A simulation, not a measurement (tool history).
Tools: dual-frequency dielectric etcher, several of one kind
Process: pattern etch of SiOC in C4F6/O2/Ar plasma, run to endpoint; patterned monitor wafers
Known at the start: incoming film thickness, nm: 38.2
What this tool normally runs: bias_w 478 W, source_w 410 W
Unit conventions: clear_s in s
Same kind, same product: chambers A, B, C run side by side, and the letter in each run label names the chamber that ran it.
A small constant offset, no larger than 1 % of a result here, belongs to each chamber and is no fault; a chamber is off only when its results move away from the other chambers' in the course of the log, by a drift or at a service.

run 1B hour=7.1 | bias_w=478 source_w=410 | clear_s=12.841
run 2C hour=15.7 | bias_w=478 source_w=410 | clear_s=13.018
-- hour=23.2 chamber A: source power generator calibrated
run 3A hour=23.2 | bias_w=478 source_w=410 | clear_s=13.075
-- hour=27.6 chamber B: wet clean of the chamber
run 4C hour=34.3 | bias_w=478 source_w=410 | clear_s=13.011
run 5B hour=42.5 | bias_w=478 source_w=410 | clear_s=12.746
run 6A hour=50.9 | bias_w=406 source_w=410 | clear_s=13.780
run 7A hour=59.7 | bias_w=406 source_w=410 | clear_s=13.766
run 8B hour=68.1 | bias_w=406 source_w=410 | clear_s=13.633
run 9C hour=73.9 | bias_w=478 source_w=410 | clear_s=13.052
run 10B hour=81.8 | bias_w=478 source_w=410 | clear_s=12.778
run 11C hour=90.7 | bias_w=478 source_w=410 | clear_s=12.977
run 12A hour=98.1 | bias_w=478 source_w=350 | clear_s=13.759
run 13B hour=106.4 | bias_w=478 source_w=350 | clear_s=13.576
run 14A hour=112.6 | bias_w=478 source_w=350 | clear_s=13.696
run 15C hour=121.4 | bias_w=478 source_w=410 | clear_s=13.103
run 16A hour=130.6 | bias_w=478 source_w=410 | clear_s=12.993
run 17C hour=135.8 | bias_w=478 source_w=410 | clear_s=13.202
run 18B hour=144.8 | bias_w=478 source_w=410 | clear_s=12.809
run 19C hour=150.2 | bias_w=478 source_w=410 | clear_s=13.339
run 20A hour=156.4 | bias_w=478 source_w=410 | clear_s=12.869
run 21B hour=162.0 | bias_w=478 source_w=410 | clear_s=12.774
run 22C hour=171.0 | bias_w=478 source_w=410 | clear_s=13.275
run 23A hour=180.3 | bias_w=478 source_w=410 | clear_s=12.982
run 24B hour=188.4 | bias_w=478 source_w=410 | clear_s=12.736
run 25B hour=198.2 | bias_w=478 source_w=410 | clear_s=12.770
run 26A hour=205.6 | bias_w=478 source_w=410 | clear_s=13.152
run 27C hour=213.0 | bias_w=478 source_w=410 | clear_s=13.391
run 28C hour=224.5 | bias_w=478 source_w=410 | clear_s=13.469
run 29A hour=233.1 | bias_w=478 source_w=410 | clear_s=13.110
run 30B hour=243.9 | bias_w=478 source_w=410 | clear_s=12.736
run 31C hour=250.1 | bias_w=478 source_w=410 | clear_s=13.441
run 32B hour=255.5 | bias_w=478 source_w=410 | clear_s=12.893
run 33A hour=266.4 | bias_w=478 source_w=410 | clear_s=12.915
run 34C hour=271.6 | bias_w=478 source_w=410 | clear_s=13.644
run 35A hour=278.2 | bias_w=478 source_w=410 | clear_s=12.923
run 36B hour=287.8 | bias_w=478 source_w=410 | clear_s=12.855
run 37B hour=296.6 | bias_w=478 source_w=410 | clear_s=12.782
run 38C hour=304.4 | bias_w=478 source_w=410 | clear_s=13.670
run 39A hour=312.7 | bias_w=478 source_w=410 | clear_s=13.097
run 40A hour=318.5 | bias_w=478 source_w=410 | clear_s=12.980
run 41B hour=326.3 | bias_w=478 source_w=410 | clear_s=12.803
run 42C hour=331.7 | bias_w=478 source_w=410 | clear_s=13.685
run 43B hour=337.1 | bias_w=478 source_w=410 | clear_s=12.727

For the next run the whole fleet of 3 chambers uses the same settings. Give each chamber's results:
run 44A hour=345.4 | bias_w=478 source_w=410 | clear_s=?
run 44B hour=345.4 | bias_w=478 source_w=410 | clear_s=?
run 44C hour=345.4 | bias_w=478 source_w=410 | clear_s=?

run=44A clear_s=13.031
run=44B clear_s=12.763
run=44C clear_s=13.769

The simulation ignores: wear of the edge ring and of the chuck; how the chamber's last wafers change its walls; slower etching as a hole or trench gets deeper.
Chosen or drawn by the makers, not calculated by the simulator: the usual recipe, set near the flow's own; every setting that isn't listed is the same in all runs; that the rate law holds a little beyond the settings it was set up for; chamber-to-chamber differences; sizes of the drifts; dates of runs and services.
